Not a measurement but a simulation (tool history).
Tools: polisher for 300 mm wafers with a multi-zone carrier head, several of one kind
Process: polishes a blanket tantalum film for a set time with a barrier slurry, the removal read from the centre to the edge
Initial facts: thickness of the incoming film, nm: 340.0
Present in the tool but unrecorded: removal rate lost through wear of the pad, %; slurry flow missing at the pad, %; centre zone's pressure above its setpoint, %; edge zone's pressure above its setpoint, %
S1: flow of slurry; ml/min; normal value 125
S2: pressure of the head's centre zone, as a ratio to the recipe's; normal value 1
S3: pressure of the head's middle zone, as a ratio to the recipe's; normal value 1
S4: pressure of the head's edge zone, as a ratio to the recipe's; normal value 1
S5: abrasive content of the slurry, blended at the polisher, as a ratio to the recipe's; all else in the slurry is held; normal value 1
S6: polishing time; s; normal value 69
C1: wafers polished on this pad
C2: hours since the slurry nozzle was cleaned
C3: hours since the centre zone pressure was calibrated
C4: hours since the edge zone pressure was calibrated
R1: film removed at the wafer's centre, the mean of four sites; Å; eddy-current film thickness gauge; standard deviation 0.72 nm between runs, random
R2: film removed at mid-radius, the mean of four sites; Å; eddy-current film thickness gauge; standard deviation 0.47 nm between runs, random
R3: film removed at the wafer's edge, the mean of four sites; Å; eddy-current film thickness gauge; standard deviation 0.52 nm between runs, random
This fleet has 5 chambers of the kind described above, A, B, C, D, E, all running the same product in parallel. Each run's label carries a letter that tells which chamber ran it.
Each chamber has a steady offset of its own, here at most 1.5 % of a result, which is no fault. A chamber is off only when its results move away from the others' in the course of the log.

run,hour,S1,S2,S3,S4,S5,S6,C1,C2,C3,C4,R1,R2,R3
1C,6.8,125,1,1,1,1,69,316,186.4,97.1,19.9,676.69,662.03,661.68
2E,20.2,125,1,1,1,1,69,666,485,205.5,149.6,669.7,662.14,659.93
3A,29.5,125,1,1,1,1,69,223,163.5,350,243.2,657.51,655.3,656.38
4D,41.6,125,1,1,1,1,69,395,200.2,753.1,230.2,657.28,664.89,668.8
# hour 43.1: chamber E: worn pad replaced by a new one
5B,50.1,125,1,1,1,1,69,347,278,841.2,465.4,665.42,655.55,671.26
6B,64.9,125,1,1,1,1,69,429,292.8,856,480.2,664.59,656.09,660.82
7D,78.1,125,1,1,1,1,69,597,236.7,789.6,266.7,661.2,670.72,661.69
8C,91.9,125,1,1,1,1,69,788,271.5,182.2,105,672.64,659.18,669.81
# hour 100: chamber D: worn pad replaced by a new one
# hour 100.7: chamber C: slurry nozzle cleaned
9A,104.7,125,1,1,1,1,69,641,238.7,425.2,318.4,645.66,651.03,655.46
10E,111.3,125,1,1,1,1,69,378,576.1,296.6,240.7,682.87,663.12,668.79
# hour 124.4: chamber A: worn pad replaced by a new one
11B,125.7,125,1,1,1,1,69,766,353.6,916.8,541,668.22,646.15,658.35
# hour 132.7: chamber C: worn pad replaced by a new one
12C,135.6,125,1,1,0.94,1,69,16,35,225.9,148.7,663.97,668.11,645.6
13E,149.6,125,1,1,0.94,1,69,591,614.4,334.9,279,675.94,657.99,636.23
14D,157.7,125,1,1,0.94,1,69,320,316.3,869.2,346.3,661.02,660.98,640.42
15A,168.8,125,1,1,0.94,1,69,246,302.8,489.3,382.5,634.84,640.44,621.75
16D,180.3,125,1,1,0.94,1,69,445,338.9,891.8,368.9,667.09,666.53,632.69
# hour 188.7: chamber E: worn pad replaced by a new one
17B,195.3,125,1,1,1,1,69,1153,423.2,986.4,610.6,649.02,652.89,663.29
# hour 199.2: chamber E: edge zone pressure recalibrated
# hour 199.3: chamber B: edge zone pressure recalibrated
# hour 200.5: chamber B: worn pad replaced by a new one
18C,207.4,125,1,1,1,1,69,414,106.8,297.7,220.5,666.39,659.36,666.29
# hour 210.1: chamber C: centre zone pressure recalibrated
# hour 212.3: chamber E: slurry nozzle cleaned
19A,218.6,125,1,1,1,1,69,522,352.6,539.1,432.3,620.15,629.73,645.84
# hour 232.7: chamber A: worn pad replaced by a new one
20E,233.2,125,1,1,1,1,69,247,21,418.5,34,680.36,658.85,652.88
21A,241.6,170,1,1,1,1,50,49,375.6,562.1,455.3,500.33,494.99,488.34
22E,248.5,170,1,1,1,1,50,332,36.3,433.8,49.3,517.82,503.39,494.84
23B,263.1,170,1,1,1,1,50,347,491,1054.2,63.8,513.31,504.83,498.78
# hour 264.1: chamber D: worn pad replaced by a new one
24C,270.7,170,1,1,1,1,50,766,170.1,60.6,283.8,517.33,500.02,501.39
25D,279.6,170,1,1,1,1,50,86,438.2,991.1,468.2,506.64,503,503.78
# hour 282.4: chamber C: worn pad replaced by a new one
26A,286.2,125,1,1,1,1,69,297,420.2,606.7,499.9,617.06,617.06,631.57
27C,293.3,125,1,1,1,1,69,61,192.7,83.2,306.4,671.1,658.37,669.47
28D,301.3,125,1,1,1,1,69,206,459.9,1012.8,489.9,659.31,664.21,664.24
29E,309.8,125,1,1,1,1,69,672,97.6,495.1,110.6,673.36,660.84,658.63
30B,317.4,125,1,0.94,1,1,81,649,545.3,1108.5,118.1,782.18,729.33,780.19
31D,325.7,125,1,0.94,1,1,81,342,484.3,1037.2,514.3,759.52,731.33,784.38
# hour 330.2: chamber A: edge zone pressure recalibrated
32E,332.5,125,1,0.94,1,1,81,798,120.3,517.8,133.3,765.6,723.55,776
# hour 332.7: chamber E: worn pad replaced by a new one
# hour 344.5: chamber A: worn pad replaced by a new one
33C,345.2,125,1,0.94,1,1,81,349,244.6,135.1,358.3,782.14,734.62,780.53
34A,360,125,1,0.94,1,1,81,86,494,680.5,29.9,720.49,677.7,725.44
35B,372.9,125,1,1,1,1,69,957,600.8,1164,173.6,677.82,653.56,656.65
36C,379.6,125,1,1,1,1,69,539,279,169.5,392.7,662.54,656.34,662.57
# hour 382.4: chamber C: slurry nozzle cleaned
37A,389,125,1,1,1,1,69,247,523,709.5,58.9,589.96,603.65,625.36
38B,396.7,125,1,1,1,1,69,1089,624.6,1187.8,197.4,667.77,653.06,660.77
# hour 401.8: chamber D: worn pad replaced by a new one
39D,407.5,125,1,1,1,1,69,31,566.1,1119,596.1,668.42,662.55,662.55
# hour 416.1: chamber B: worn pad replaced by a new one
40E,417.4,125,1,1,1,1,69,470,205.2,602.7,218.2,676.32,652.89,657.88
41C,430.7,125,1,1,1,1,69,823,48.4,220.6,443.8,655.27,655.98,661.48
42B,437.9,125,1.04,1,0.9,1,69,121,665.8,1229,238.6,684.32,651.46,631.15

Decide between three cases: one chamber stands off from its peers, the gauge reading all wafers drifts, or nothing is wrong past each chamber's small offset. Where a chamber is off, say which and what most likely put it there.

Chamber A drifts away from the others.
Cause: slurry flow missing at the pad, % = 31.8.

Here are 4 candidates for chamber A's next run, each the usual settings with a change, their results left as question marks. Which one brings its results back in line with what the others give on the usual settings?
To be in line, a result may differ from the other chambers' mean on the usual settings by at most: R1 25 Å; R2 16 Å; R3 18 Å
43A-1,448.9,135,1.03,1.01,0.98,1,74,,,,,?,?,?
43A-2,448.9,115,0.97,0.99,1.02,1,64,,,,,?,?,?
43A-3,448.9,120,0.98,0.99,1.01,1,67,,,,,?,?,?
43A-4,448.9,130,1.02,1.01,0.99,1,71,,,,,?,?,?

Mean of the other chambers on the usual settings: R1 665.12 Å; R2 658.16 Å; R3 663.99 Å
run,R1,R2,R3
43A-1,666.39,652.73,664.33
43A-2,508.17,526.92,567.83
43A-3,547.13,559.5,596.79
43A-4,624.26,619.24,636.02
The right change is 43A-1: it brings the chamber back within the allowed miss of the others.
